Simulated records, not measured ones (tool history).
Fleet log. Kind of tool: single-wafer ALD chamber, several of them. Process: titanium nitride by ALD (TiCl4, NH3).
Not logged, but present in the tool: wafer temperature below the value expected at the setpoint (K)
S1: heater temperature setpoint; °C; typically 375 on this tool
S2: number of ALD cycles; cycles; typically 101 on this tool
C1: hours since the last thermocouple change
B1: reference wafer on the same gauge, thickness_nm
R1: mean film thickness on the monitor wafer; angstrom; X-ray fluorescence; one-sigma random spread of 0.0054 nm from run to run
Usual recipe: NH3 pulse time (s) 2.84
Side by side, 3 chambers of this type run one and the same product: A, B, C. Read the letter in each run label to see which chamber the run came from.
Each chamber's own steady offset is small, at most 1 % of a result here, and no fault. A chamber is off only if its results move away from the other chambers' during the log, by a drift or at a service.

run 1B hour=5.6 | S1=375 S2=101 NH3_pulse_time_(s)=2.84 | C1=20.8 | B1=2.0900 | R1=22.131
run 2C hour=11.8 | S1=375 S2=101 NH3_pulse_time_(s)=2.84 | C1=1199.1 | B1=2.0886 | R1=22.266
run 3A hour=21.0 | S1=375 S2=101 NH3_pulse_time_(s)=2.84 | C1=237.8 | B1=2.0896 | R1=22.114
run 4C hour=26.3 | S1=375 S2=101 NH3_pulse_time_(s)=2.84 | C1=1213.6 | B1=2.0904 | R1=22.426
run 5B hour=31.0 | S1=375 S2=111 NH3_pulse_time_(s)=2.29 | C1=46.2 | B1=2.0898 | R1=24.042
run 6A hour=38.7 | S1=375 S2=111 NH3_pulse_time_(s)=2.29 | C1=255.5 | B1=2.0893 | R1=24.010
run 7A hour=48.3 | S1=375 S2=111 NH3_pulse_time_(s)=2.29 | C1=265.1 | B1=2.0902 | R1=23.860
run 8C hour=53.1 | S1=370 S2=101 NH3_pulse_time_(s)=2.84 | C1=1240.4 | B1=2.0892 | R1=22.213
run 9B hour=61.5 | S1=370 S2=101 NH3_pulse_time_(s)=2.84 | C1=76.7 | B1=2.0890 | R1=22.040
run 10A hour=70.5 | S1=370 S2=101 NH3_pulse_time_(s)=2.84 | C1=287.3 | B1=2.0897 | R1=21.796
run 11C hour=74.9 | S1=375 S2=101 NH3_pulse_time_(s)=2.84 | C1=1262.2 | B1=2.0896 | R1=22.406
run 12B hour=83.6 | S1=375 S2=101 NH3_pulse_time_(s)=2.01 | C1=98.8 | B1=2.0901 | R1=21.819
run 13B hour=92.1 | S1=375 S2=101 NH3_pulse_time_(s)=2.01 | C1=107.3 | B1=2.0896 | R1=21.737
run 14A hour=100.9 | S1=375 S2=101 NH3_pulse_time_(s)=2.01 | C1=317.7 | B1=2.0897 | R1=21.516
run 15C hour=110.2 | S1=375 S2=101 NH3_pulse_time_(s)=2.84 | C1=1297.5 | B1=2.0910 | R1=22.372
run 16A hour=114.7 | S1=375 S2=101 NH3_pulse_time_(s)=2.84 | C1=331.5 | B1=2.0884 | R1=22.105
run 17B hour=119.5 | S1=375 S2=101 NH3_pulse_time_(s)=2.84 | C1=134.7 | B1=2.0898 | R1=22.056
run 18C hour=126.7 | S1=375 S2=101 NH3_pulse_time_(s)=2.84 | C1=1314.0 | B1=2.0890 | R1=22.337
run 19B hour=136.3 | S1=375 S2=101 NH3_pulse_time_(s)=2.84 | C1=151.5 | B1=2.0906 | R1=22.216
run 20A hour=141.9 | S1=375 S2=101 NH3_pulse_time_(s)=2.84 | C1=358.7 | B1=2.0903 | R1=22.082
run 21C hour=147.0 | S1=375 S2=101 NH3_pulse_time_(s)=2.33 | C1=1334.3 | B1=2.0902 | R1=22.221
run 22B hour=156.6 | S1=375 S2=101 NH3_pulse_time_(s)=2.33 | C1=171.8 | B1=2.0901 | R1=21.925
run 23C hour=163.0 | S1=375 S2=101 NH3_pulse_time_(s)=2.33 | C1=1350.3 | B1=2.0904 | R1=22.053
run 24A hour=168.6 | S1=375 S2=101 NH3_pulse_time_(s)=2.84 | C1=385.4 | B1=2.0905 | R1=22.042
run 25B hour=176.5 | S1=369 S2=101 NH3_pulse_time_(s)=2.84 | C1=191.7 | B1=2.0900 | R1=22.010
run 26C hour=184.8 | S1=369 S2=101 NH3_pulse_time_(s)=2.84 | C1=1372.1 | B1=2.0912 | R1=22.116
run 27A hour=194.0 | S1=369 S2=101 NH3_pulse_time_(s)=2.84 | C1=410.8 | B1=2.0906 | R1=21.843
run 28B hour=202.4 | S1=375 S2=101 NH3_pulse_time_(s)=2.84 | C1=217.6 | B1=2.0913 | R1=22.273
run 29A hour=207.1 | S1=375 S2=101 NH3_pulse_time_(s)=2.84 | C1=423.9 | B1=2.0897 | R1=22.057
run 30C hour=216.5 | S1=375 S2=101 NH3_pulse_time_(s)=2.84 | C1=1403.8 | B1=2.0897 | R1=22.354

Has any chamber moved away from the others, gradually or after a service, or does the common gauge drift, or do the chambers differ only by their own small steady offsets? State the chamber and the most likely cause if one applies.

No chamber is off and the gauge is stable; the differences are just each chamber's small, constant offset.

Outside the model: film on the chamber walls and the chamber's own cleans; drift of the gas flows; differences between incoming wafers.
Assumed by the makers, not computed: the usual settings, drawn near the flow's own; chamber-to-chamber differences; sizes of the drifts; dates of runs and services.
